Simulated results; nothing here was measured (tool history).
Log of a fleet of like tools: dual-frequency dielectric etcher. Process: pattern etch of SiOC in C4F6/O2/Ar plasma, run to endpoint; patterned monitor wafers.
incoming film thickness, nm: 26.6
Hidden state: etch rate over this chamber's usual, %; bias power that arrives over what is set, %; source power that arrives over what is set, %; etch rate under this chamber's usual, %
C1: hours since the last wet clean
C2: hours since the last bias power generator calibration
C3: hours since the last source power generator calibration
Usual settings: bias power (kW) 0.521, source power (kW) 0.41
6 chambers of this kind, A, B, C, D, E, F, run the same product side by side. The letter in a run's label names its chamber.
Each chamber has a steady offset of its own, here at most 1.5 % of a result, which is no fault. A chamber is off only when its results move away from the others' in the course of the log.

Run 1A, hour 11.5: usual settings; C1 279.9; C2 3265.2; C3 703.4. Result: endpoint time (s) 8.6151.
Run 2F, hour 20.7: usual settings; C1 113.6; C2 1645.6; C3 654.3. Result: endpoint time (s) 8.7506.
Run 3C, hour 28.9: usual settings; C1 256.2; C2 2371.7; C3 823.8. Result: endpoint time (s) 8.6872.
Run 4E, hour 39: usual settings; C1 345; C2 237.3; C3 1296.9. Result: endpoint time (s) 8.8206.
Run 5B, hour 49.3: usual settings; C1 286.6; C2 2530.4; C3 2044.9. Result: endpoint time (s) 8.7506.
Run 6D, hour 57: usual settings; C1 302.9; C2 875.1; C3 572.2. Result: endpoint time (s) 8.7585.
Run 7B, hour 69.9: usual settings; C1 307.2; C2 2551; C3 2065.5. Result: endpoint time (s) 8.7094.
Run 8C, hour 84.1: usual settings; C1 311.4; C2 2426.9; C3 879. Result: endpoint time (s) 8.8495.
Run 9E, hour 93.9: usual settings; C1 399.9; C2 292.2; C3 1351.8. Result: endpoint time (s) 8.6718.
Run 10D, hour 102.3: usual settings; C1 348.2; C2 920.4; C3 617.5. Result: endpoint time (s) 8.7201.
Run 11F, hour 109.3: usual settings but bias power (kW) 0.597, source power (kW) 0.48; C1 202.2; C2 1734.2; C3 742.9. Result: endpoint time (s) 7.8038.
Run 12A, hour 120.4: usual settings but bias power (kW) 0.597, source power (kW) 0.48; C1 388.8; C2 3374.1; C3 812.3. Result: endpoint time (s) 7.7588.
Run 13F, hour 133: usual settings but bias power (kW) 0.597, source power (kW) 0.48; C1 225.9; C2 1757.9; C3 766.6. Result: endpoint time (s) 7.7716.
At hour 137.5: chamber C: wet clean of the chamber.
Run 14E, hour 147.2: usual settings but bias power (kW) 0.597, source power (kW) 0.48; C1 453.2; C2 345.5; C3 1405.1. Result: endpoint time (s) 7.8711.
At hour 149: chamber D: wet clean of the chamber.
Run 15C, hour 157.4: usual settings but bias power (kW) 0.597, source power (kW) 0.48; C1 20; C2 2500.2; C3 952.3. Result: endpoint time (s) 7.8421.
Run 16D, hour 164.6: usual settings but bias power (kW) 0.597, source power (kW) 0.48; C1 15.7; C2 982.7; C3 679.8. Result: endpoint time (s) 7.7228.
Run 17A, hour 170.9: usual settings but bias power (kW) 0.629, source power (kW) 0.44; C1 439.3; C2 3424.6; C3 862.8. Result: endpoint time (s) 7.9154.
Run 18B, hour 182.9: usual settings but bias power (kW) 0.629, source power (kW) 0.44; C1 420.2; C2 2664; C3 2178.5. Result: endpoint time (s) 7.9386.
Run 19A, hour 192.4: usual settings but bias power (kW) 0.629, source power (kW) 0.44; C1 460.8; C2 3446.1; C3 884.3. Result: endpoint time (s) 7.8152.
Run 20C, hour 205: usual settings but bias power (kW) 0.629, source power (kW) 0.44; C1 67.6; C2 2547.8; C3 999.9. Result: endpoint time (s) 7.9169.
Run 21D, hour 219.4: usual settings but bias power (kW) 0.629, source power (kW) 0.44; C1 70.5; C2 1037.5; C3 734.6. Result: endpoint time (s) 7.8321.
At hour 224.8: chamber B: wet clean of the chamber.
Run 22E, hour 232: usual settings but bias power (kW) 0.629, source power (kW) 0.44; C1 538; C2 430.3; C3 1489.9. Result: endpoint time (s) 7.8499.
Run 23F, hour 244.3: usual settings; C1 337.2; C2 1869.2; C3 877.9. Result: endpoint time (s) 8.7114.
Run 24B, hour 252: usual settings; C1 27.2; C2 2733.1; C3 2247.6. Result: endpoint time (s) 8.7048.
Run 25F, hour 262.3: usual settings; C1 355.2; C2 1887.2; C3 895.9. Result: endpoint time (s) 8.7109.
Run 26B, hour 275.8: usual settings; C1 51; C2 2756.9; C3 2271.4. Result: endpoint time (s) 8.7264.
Run 27E, hour 290.2: usual settings; C1 596.2; C2 488.5; C3 1548.1. Result: endpoint time (s) 8.8288.
Run 28C, hour 301.7: usual settings; C1 164.3; C2 2644.5; C3 1096.6. Result: endpoint time (s) 8.6586.
Run 29D, hour 312.9: usual settings; C1 164; C2 1131; C3 828.1. Result: endpoint time (s) 8.7605.
Run 30A, hour 326.5: usual settings; C1 594.9; C2 3580.2; C3 1018.4. Result: endpoint time (s) 8.736.
Run 31D, hour 332.8: usual settings; C1 183.9; C2 1150.9; C3 848. Result: endpoint time (s) 8.7574.
At hour 334.6: chamber A: wet clean of the chamber.
Run 32A, hour 344.4: usual settings; C1 9.9; C2 3598.1; C3 1036.3. Result: endpoint time (s) 8.714.
At hour 349.4: chamber E: wet clean of the chamber.
Run 33F, hour 356.9: usual settings; C1 449.8; C2 1981.8; C3 990.5. Result: endpoint time (s) 8.7992.
Run 34B, hour 365.2: usual settings; C1 140.4; C2 2846.3; C3 2360.8. Result: endpoint time (s) 8.6718.
Run 35C, hour 379.6: usual settings; C1 242.2; C2 2722.4; C3 1174.5. Result: endpoint time (s) 8.7826.
Run 36E, hour 392.5: usual settings; C1 43.1; C2 590.8; C3 1650.4. Result: endpoint time (s) 8.8423.
Run 37C, hour 406.5: usual settings; C1 269.1; C2 2749.3; C3 1201.4. Result: endpoint time (s) 8.6693.
Run 38A, hour 415.4: usual settings; C1 80.9; C2 3669.1; C3 1107.3. Result: endpoint time (s) 8.5895.
Run 39E, hour 427.8: usual settings; C1 78.4; C2 626.1; C3 1685.7. Result: endpoint time (s) 8.7803.
Run 40B, hour 438.1: usual settings; C1 213.3; C2 2919.2; C3 2433.7. Result: endpoint time (s) 8.8598.
Run 41D, hour 444.7: usual settings; C1 295.8; C2 1262.8; C3 959.9. Result: endpoint time (s) 8.6959.

Is one chamber off against the others, does the gauge drift, or is nothing wrong? If a chamber is off, say which, and what the likeliest cause is.

No chamber stands off beyond its own small offset, and the gauge holds steady.
